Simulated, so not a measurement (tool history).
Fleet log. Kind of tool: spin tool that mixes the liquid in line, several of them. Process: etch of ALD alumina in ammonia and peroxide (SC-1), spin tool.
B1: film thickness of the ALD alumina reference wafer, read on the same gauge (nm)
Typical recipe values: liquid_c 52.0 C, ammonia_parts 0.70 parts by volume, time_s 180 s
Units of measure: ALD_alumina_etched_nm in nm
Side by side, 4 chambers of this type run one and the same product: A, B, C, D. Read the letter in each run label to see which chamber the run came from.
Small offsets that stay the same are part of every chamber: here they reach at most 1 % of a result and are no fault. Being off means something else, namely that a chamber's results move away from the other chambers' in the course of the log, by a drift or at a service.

{"hour": 1.5, "done": "chamber B: ammonia flow meter replaced"}
{"run": "1C", "hour": 4.6, "liquid_c": 52.0, "ammonia_parts": 0.7, "time_s": 180, "B1": 110.02, "ALD_alumina_etched_nm": 9.0846}
{"run": "2D", "hour": 8.7, "liquid_c": 52.0, "ammonia_parts": 0.7, "time_s": 180, "B1": 109.98, "ALD_alumina_etched_nm": 9.0068}
{"run": "3A", "hour": 11.8, "liquid_c": 52.0, "ammonia_parts": 0.7, "time_s": 180, "B1": 109.97, "ALD_alumina_etched_nm": 9.0357}
{"hour": 15.5, "done": "chamber C: new drum of ammonia solution connected"}
{"run": "4B", "hour": 15.6, "liquid_c": 52.0, "ammonia_parts": 0.7, "time_s": 180, "B1": 109.97, "ALD_alumina_etched_nm": 9.0832}
{"run": "5D", "hour": 19.3, "liquid_c": 52.0, "ammonia_parts": 0.7, "time_s": 180, "B1": 110.0, "ALD_alumina_etched_nm": 9.0359}
{"run": "6C", "hour": 22.8, "liquid_c": 52.0, "ammonia_parts": 0.7, "time_s": 180, "B1": 109.99, "ALD_alumina_etched_nm": 9.097}
{"run": "7B", "hour": 27.4, "liquid_c": 45.5, "ammonia_parts": 0.7, "time_s": 265, "B1": 109.99, "ALD_alumina_etched_nm": 9.2301}
{"run": "8A", "hour": 31.3, "liquid_c": 45.5, "ammonia_parts": 0.7, "time_s": 265, "B1": 110.0, "ALD_alumina_etched_nm": 9.2194}
{"run": "9D", "hour": 34.1, "liquid_c": 45.5, "ammonia_parts": 0.7, "time_s": 265, "B1": 109.98, "ALD_alumina_etched_nm": 9.2243}
{"run": "10A", "hour": 36.9, "liquid_c": 45.5, "ammonia_parts": 0.7, "time_s": 265, "B1": 109.96, "ALD_alumina_etched_nm": 9.2159}
{"run": "11C", "hour": 39.7, "liquid_c": 52.0, "ammonia_parts": 0.7, "time_s": 180, "B1": 109.97, "ALD_alumina_etched_nm": 9.0663}
{"run": "12B", "hour": 43.4, "liquid_c": 52.0, "ammonia_parts": 0.7, "time_s": 180, "B1": 110.02, "ALD_alumina_etched_nm": 9.0832}
{"run": "13A", "hour": 48.0, "liquid_c": 52.0, "ammonia_parts": 0.7, "time_s": 180, "B1": 110.04, "ALD_alumina_etched_nm": 9.0007}
{"hour": 49.7, "done": "chamber A: ammonia flow meter replaced"}
{"run": "14C", "hour": 51.6, "liquid_c": 52.0, "ammonia_parts": 0.7, "time_s": 180, "B1": 110.01, "ALD_alumina_etched_nm": 9.0552}
{"run": "15D", "hour": 54.1, "liquid_c": 52.0, "ammonia_parts": 0.7, "time_s": 180, "B1": 109.99, "ALD_alumina_etched_nm": 9.0246}
{"run": "16B", "hour": 56.6, "liquid_c": 52.0, "ammonia_parts": 0.7, "time_s": 180, "B1": 110.03, "ALD_alumina_etched_nm": 9.1032}
{"run": "17C", "hour": 61.0, "liquid_c": 52.0, "ammonia_parts": 0.95, "time_s": 245, "B1": 109.98, "ALD_alumina_etched_nm": 12.779}
{"run": "18D", "hour": 63.1, "liquid_c": 52.0, "ammonia_parts": 0.95, "time_s": 245, "B1": 109.99, "ALD_alumina_etched_nm": 12.684}
{"hour": 67.2, "done": "chamber A: heated supply line repaired"}
{"run": "19A", "hour": 67.8, "liquid_c": 52.0, "ammonia_parts": 0.95, "time_s": 245, "B1": 109.96, "ALD_alumina_etched_nm": 12.533}
{"run": "20B", "hour": 70.1, "liquid_c": 52.0, "ammonia_parts": 0.95, "time_s": 245, "B1": 110.05, "ALD_alumina_etched_nm": 12.723}
{"run": "21D", "hour": 73.6, "liquid_c": 52.0, "ammonia_parts": 0.7, "time_s": 180, "B1": 110.0, "ALD_alumina_etched_nm": 9.0419}
{"run": "22B", "hour": 76.1, "liquid_c": 52.0, "ammonia_parts": 0.9, "time_s": 180, "B1": 109.99, "ALD_alumina_etched_nm": 9.27}
{"run": "23A", "hour": 79.3, "liquid_c": 52.0, "ammonia_parts": 0.9, "time_s": 180, "B1": 109.98, "ALD_alumina_etched_nm": 9.2025}
{"run": "24C", "hour": 83.9, "liquid_c": 52.0, "ammonia_parts": 0.9, "time_s": 180, "B1": 110.0, "ALD_alumina_etched_nm": 9.295}
{"run": "25A", "hour": 87.5, "liquid_c": 52.0, "ammonia_parts": 0.9, "time_s": 180, "B1": 109.99, "ALD_alumina_etched_nm": 9.143}
{"run": "26D", "hour": 91.1, "liquid_c": 52.0, "ammonia_parts": 0.7, "time_s": 180, "B1": 110.02, "ALD_alumina_etched_nm": 9.0304}
{"run": "27C", "hour": 95.0, "liquid_c": 46.0, "ammonia_parts": 0.7, "time_s": 180, "B1": 110.02, "ALD_alumina_etched_nm": 6.5042}
{"run": "28B", "hour": 98.0, "liquid_c": 46.0, "ammonia_parts": 0.7, "time_s": 180, "B1": 110.0, "ALD_alumina_etched_nm": 6.4945}
{"run": "29D", "hour": 101.8, "liquid_c": 46.0, "ammonia_parts": 0.7, "time_s": 180, "B1": 110.04, "ALD_alumina_etched_nm": 6.4527}
{"run": "30C", "hour": 104.8, "liquid_c": 46.0, "ammonia_parts": 0.7, "time_s": 180, "B1": 110.01, "ALD_alumina_etched_nm": 6.4937}

What goes on in this fleet: one chamber off, a drifting gauge, or nothing beyond the chambers' own small offsets? Name the chamber and the cause, if any.

No chamber is off and the gauge is stable; the differences are just each chamber's small, constant offset.
